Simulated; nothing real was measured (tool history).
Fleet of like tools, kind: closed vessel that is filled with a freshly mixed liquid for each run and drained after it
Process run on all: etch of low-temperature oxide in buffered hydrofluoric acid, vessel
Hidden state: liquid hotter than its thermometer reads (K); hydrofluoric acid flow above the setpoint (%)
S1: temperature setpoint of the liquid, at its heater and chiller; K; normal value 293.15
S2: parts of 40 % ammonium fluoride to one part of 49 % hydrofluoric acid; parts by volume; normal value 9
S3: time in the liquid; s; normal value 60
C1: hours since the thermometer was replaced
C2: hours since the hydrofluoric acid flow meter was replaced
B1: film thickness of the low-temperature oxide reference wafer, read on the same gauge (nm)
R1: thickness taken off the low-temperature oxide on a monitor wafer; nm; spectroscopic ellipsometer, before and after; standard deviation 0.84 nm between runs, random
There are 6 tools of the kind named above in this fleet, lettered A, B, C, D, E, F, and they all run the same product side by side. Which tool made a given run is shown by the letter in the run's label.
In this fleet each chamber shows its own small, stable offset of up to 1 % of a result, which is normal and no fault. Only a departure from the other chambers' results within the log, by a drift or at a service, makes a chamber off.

Run 1F, day 0.250: usual settings; C1 695.3; C2 610.3; B1 139.99. Result: R1 144.730 nm.
Run 2C, day 0.525: usual settings; C1 285.8; C2 867.7; B1 139.98. Result: R1 142.910 nm.
Run 3A, day 0.850: usual settings; C1 637.2; C2 251.5; B1 140.00. Result: R1 144.080 nm.
At day 1.192: chamber B: thermometer replaced.
Run 4B, day 1.262: usual settings; C1 1.7; C2 265.2; B1 140.02. Result: R1 144.430 nm.
Run 5D, day 1.675: usual settings; C1 1299.7; C2 359.7; B1 140.01. Result: R1 144.560 nm.
Run 6E, day 2.129: usual settings but S1 296.15 K; C1 1410.6; C2 370.0; B1 140.01. Result: R1 169.960 nm.
Run 7C, day 2.404: usual settings but S1 296.15 K; C1 330.9; C2 912.8; B1 140.00. Result: R1 169.450 nm.
Run 8A, day 2.838: usual settings but S1 296.15 K; C1 684.9; C2 299.2; B1 140.00. Result: R1 168.980 nm.
Run 9F, day 3.042: usual settings but S1 296.15 K; C1 762.3; C2 677.3; B1 139.98. Result: R1 172.350 nm.
Run 10E, day 3.488: usual settings but S1 296.15 K; C1 1443.2; C2 402.6; B1 139.97. Result: R1 168.990 nm.
Run 11B, day 3.762: usual settings but S1 296.15 K; C1 61.7; C2 325.2; B1 140.03. Result: R1 170.590 nm.
Run 12D, day 3.975: usual settings; C1 1354.9; C2 414.9; B1 140.04. Result: R1 143.880 nm.
Run 13B, day 4.221: usual settings but S1 296.65 K, S3 85 s; C1 72.7; C2 336.2; B1 139.97. Result: R1 249.480 nm.
Run 14F, day 4.600: usual settings but S1 296.65 K, S3 85 s; C1 799.7; C2 714.7; B1 140.02. Result: R1 249.910 nm.
Run 15D, day 4.804: usual settings but S1 296.65 K, S3 85 s; C1 1374.8; C2 434.8; B1 139.99. Result: R1 247.110 nm.
Run 16E, day 5.238: usual settings but S1 296.65 K, S3 85 s; C1 1485.2; C2 444.6; B1 139.97. Result: R1 244.330 nm.
Run 17A, day 5.521: usual settings but S1 296.65 K, S3 85 s; C1 749.3; C2 363.6; B1 139.98. Result: R1 245.160 nm.
Run 18C, day 5.779: usual settings but S1 296.65 K, S3 85 s; C1 411.9; C2 993.8; B1 140.02. Result: R1 246.020 nm.
Run 19E, day 6.050: usual settings; C1 1504.7; C2 464.1; B1 140.01. Result: R1 143.580 nm.
Run 20C, day 6.254: usual settings but S3 80 s; C1 423.3; C2 1005.2; B1 140.04. Result: R1 190.380 nm.
Run 21B, day 6.496: usual settings but S3 80 s; C1 127.3; C2 390.8; B1 139.99. Result: R1 192.520 nm.
Run 22F, day 6.829: usual settings but S3 80 s; C1 853.2; C2 768.2; B1 140.03. Result: R1 202.530 nm.
Run 23D, day 7.204: usual settings but S3 80 s; C1 1432.4; C2 492.4; B1 139.98. Result: R1 192.950 nm.
Run 24A, day 7.492: usual settings but S3 80 s; C1 796.6; C2 410.9; B1 139.96. Result: R1 191.250 nm.
Run 25B, day 7.946: usual settings but S3 80 s; C1 162.1; C2 425.6; B1 140.04. Result: R1 190.630 nm.
Run 26D, day 8.362: usual settings; C1 1460.2; C2 520.2; B1 140.02. Result: R1 146.270 nm.
Run 27A, day 8.821: usual settings; C1 828.5; C2 442.8; B1 140.01. Result: R1 142.790 nm.
Run 28F, day 9.071: usual settings; C1 907.0; C2 822.0; B1 140.01. Result: R1 153.030 nm.
Run 29E, day 9.321: usual settings; C1 1583.2; C2 542.6; B1 140.05. Result: R1 144.050 nm.
Run 30C, day 9.529: usual settings; C1 501.9; C2 1083.8; B1 140.02. Result: R1 142.260 nm.
Run 31F, day 9.742: usual settings; C1 923.1; C2 838.1; B1 140.05. Result: R1 153.070 nm.
Run 32A, day 10.112: usual settings; C1 859.5; C2 473.8; B1 140.05. Result: R1 145.010 nm.
Run 33C, day 10.542: usual settings; C1 526.2; C2 1108.1; B1 140.00. Result: R1 142.320 nm.
Run 34E, day 10.879: usual settings; C1 1620.6; C2 580.0; B1 140.01. Result: R1 143.290 nm.
Run 35D, day 11.138: usual settings; C1 1526.8; C2 586.8; B1 139.96. Result: R1 143.200 nm.
Run 36B, day 11.458: usual settings; C1 246.4; C2 509.9; B1 140.02. Result: R1 143.410 nm.
Run 37F, day 11.850: usual settings; C1 973.7; C2 888.7; B1 140.00. Result: R1 156.870 nm.
Run 38C, day 12.275: usual settings; C1 567.8; C2 1149.7; B1 139.97. Result: R1 142.220 nm.
Run 39D, day 12.579: usual settings; C1 1561.4; C2 621.4; B1 139.98. Result: R1 145.810 nm.
Run 40B, day 13.038: usual settings; C1 284.3; C2 547.8; B1 140.01. Result: R1 145.100 nm.
Run 41A, day 13.338: usual settings; C1 936.9; C2 551.2; B1 140.03. Result: R1 142.920 nm.
Run 42E, day 13.671: usual settings; C1 1687.6; C2 647.0; B1 140.01. Result: R1 145.470 nm.
Run 43A, day 14.129: usual settings; C1 955.9; C2 570.2; B1 140.03. Result: R1 143.390 nm.
Run 44D, day 14.421: usual settings; C1 1605.6; C2 665.6; B1 139.99. Result: R1 146.050 nm.

Predict what each chamber gives when all 6 of them run the settings below next.
Run 45A, day 14.750: usual settings but S3 35 s. Result: R1 ?.
Run 45B, day 14.750: usual settings but S3 35 s. Result: R1 ?.
Run 45C, day 14.750: usual settings but S3 35 s. Result: R1 ?.
Run 45D, day 14.750: usual settings but S3 35 s. Result: R1 ?.
Run 45E, day 14.750: usual settings but S3 35 s. Result: R1 ?.
Run 45F, day 14.750: usual settings but S3 35 s. Result: R1 ?.

run      R1
45A  83.938
45B  83.849
45C  83.501
45D  84.134
45E  83.827
45F  92.883
